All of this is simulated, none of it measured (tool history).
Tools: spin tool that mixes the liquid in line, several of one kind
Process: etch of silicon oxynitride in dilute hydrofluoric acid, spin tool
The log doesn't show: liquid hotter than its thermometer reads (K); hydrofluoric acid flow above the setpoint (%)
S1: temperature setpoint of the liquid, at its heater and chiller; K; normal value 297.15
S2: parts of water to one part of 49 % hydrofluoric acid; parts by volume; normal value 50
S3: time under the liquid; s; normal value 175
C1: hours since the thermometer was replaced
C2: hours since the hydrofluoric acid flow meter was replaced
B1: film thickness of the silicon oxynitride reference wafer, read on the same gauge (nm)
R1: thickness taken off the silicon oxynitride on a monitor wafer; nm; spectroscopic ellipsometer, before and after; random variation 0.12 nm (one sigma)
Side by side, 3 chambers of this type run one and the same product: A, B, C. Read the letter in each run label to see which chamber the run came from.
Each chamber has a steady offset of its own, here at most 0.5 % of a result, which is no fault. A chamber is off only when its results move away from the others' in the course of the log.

run    day      S1  S2   S3      C1      C2      B1       R1
 1A  0.108  297.15  50  175   393.2  1153.8  30.033  16.1320
 2B  0.196  297.15  50  175  1076.3   539.3  30.003  16.1370
 3C  0.288  297.15  50  175   522.3   575.9  30.000  16.1100
 4C  0.483  297.15  50  175   527.0   580.6  29.992  16.1600
 5B  0.612  292.15  65  175  1086.3   549.3  29.952   9.7735
 6A  0.800  292.15  65  175   409.8  1170.4  30.008   9.6097
 7C  0.896  292.15  65  175   536.9   590.5  29.948   9.5416
 8A  1.046  297.15  50  175   415.7  1176.3  30.028  16.4930
 9B  1.225  297.15  50  175  1101.0   564.0  29.990  16.3060
10C  1.417  297.15  50  175   549.4   603.0  29.972  16.5860
11A  1.600  297.15  50  175   429.0  1189.6  29.986  16.4970
12B  1.783  297.15  50  175  1114.4   577.4  29.997  16.0940
13B  1.917  297.15  50  175  1117.6   580.6  29.978  16.1650
14A  2.108  292.15  30  175   441.2  1201.8  30.014  21.0450
15C  2.300  292.15  30  175   570.6   624.2  30.011  21.6140
16C  2.475  292.15  30  175   574.8   628.4  29.985  21.7120
17A  2.579  297.15  50  175   452.5  1213.1  30.027  16.1180
18B  2.696  297.15  50  175  1136.3   599.3  29.993  16.2470
19A  2.871  297.15  50  175   459.5  1220.1  30.018  16.2590
20C  3.012  297.15  50  175   587.7   641.3  30.019  16.3330
21B  3.146  297.15  50  175  1147.1   610.1  30.017  16.3840
22A  3.246  297.15  50  175   468.5  1229.1  30.010  16.1680
23B  3.362  297.15  50  175  1152.3   615.3  29.985  16.3550
24C  3.538  297.15  50  175   600.3   653.9  29.964  16.5060
25B  3.712  297.15  50  175  1160.7   623.7  29.960  16.4680
26C  3.808  297.15  50  175   606.8   660.4  30.010  16.8100
27A  3.992  297.15  50  175   486.4  1247.0  30.022  16.2800
28C  4.108  297.15  50  175   614.0   667.6  30.020  16.8020
29B  4.225  300.65  50  175  1173.0   636.0  29.994  19.3520
30A  4.367  300.65  50  175   495.4  1256.0  29.924  19.1350
31A  4.483  300.65  50  175   498.2  1258.8  29.986  19.2720
32B  4.596  297.15  50  175  1181.9   644.9  30.020  16.2280
33C  4.771  297.15  50  175   629.9   683.5  30.063  16.7840
34B  4.958  297.15  50  175  1190.6   653.6  30.015  16.3870
35C  5.108  297.15  50  175   638.0   691.6  30.050  16.7400
36A  5.283  297.15  50  175   517.4  1278.0  29.983  16.2920
37A  5.367  297.15  50  175   519.4  1280.0  30.003  16.1690
38C  5.488  297.15  50  175   647.1   700.7  29.985  16.8930
39B  5.617  297.15  50  175  1206.4   669.4  30.006  16.1420
40C  5.767  297.15  50  175   653.8   707.4  29.953  16.8760
41A  5.879  297.15  50  175   531.7  1292.3  29.995  16.2950

All chambers now run identical settings, listed one chamber a line with results as question marks. What results will each chamber show?
42A  6.021  297.15  50  175               ?
42B  6.021  297.15  50  175               ?
42C  6.021  297.15  50  175               ?

run       R1
42A  16.2420
42B  16.4140
42C  16.7310
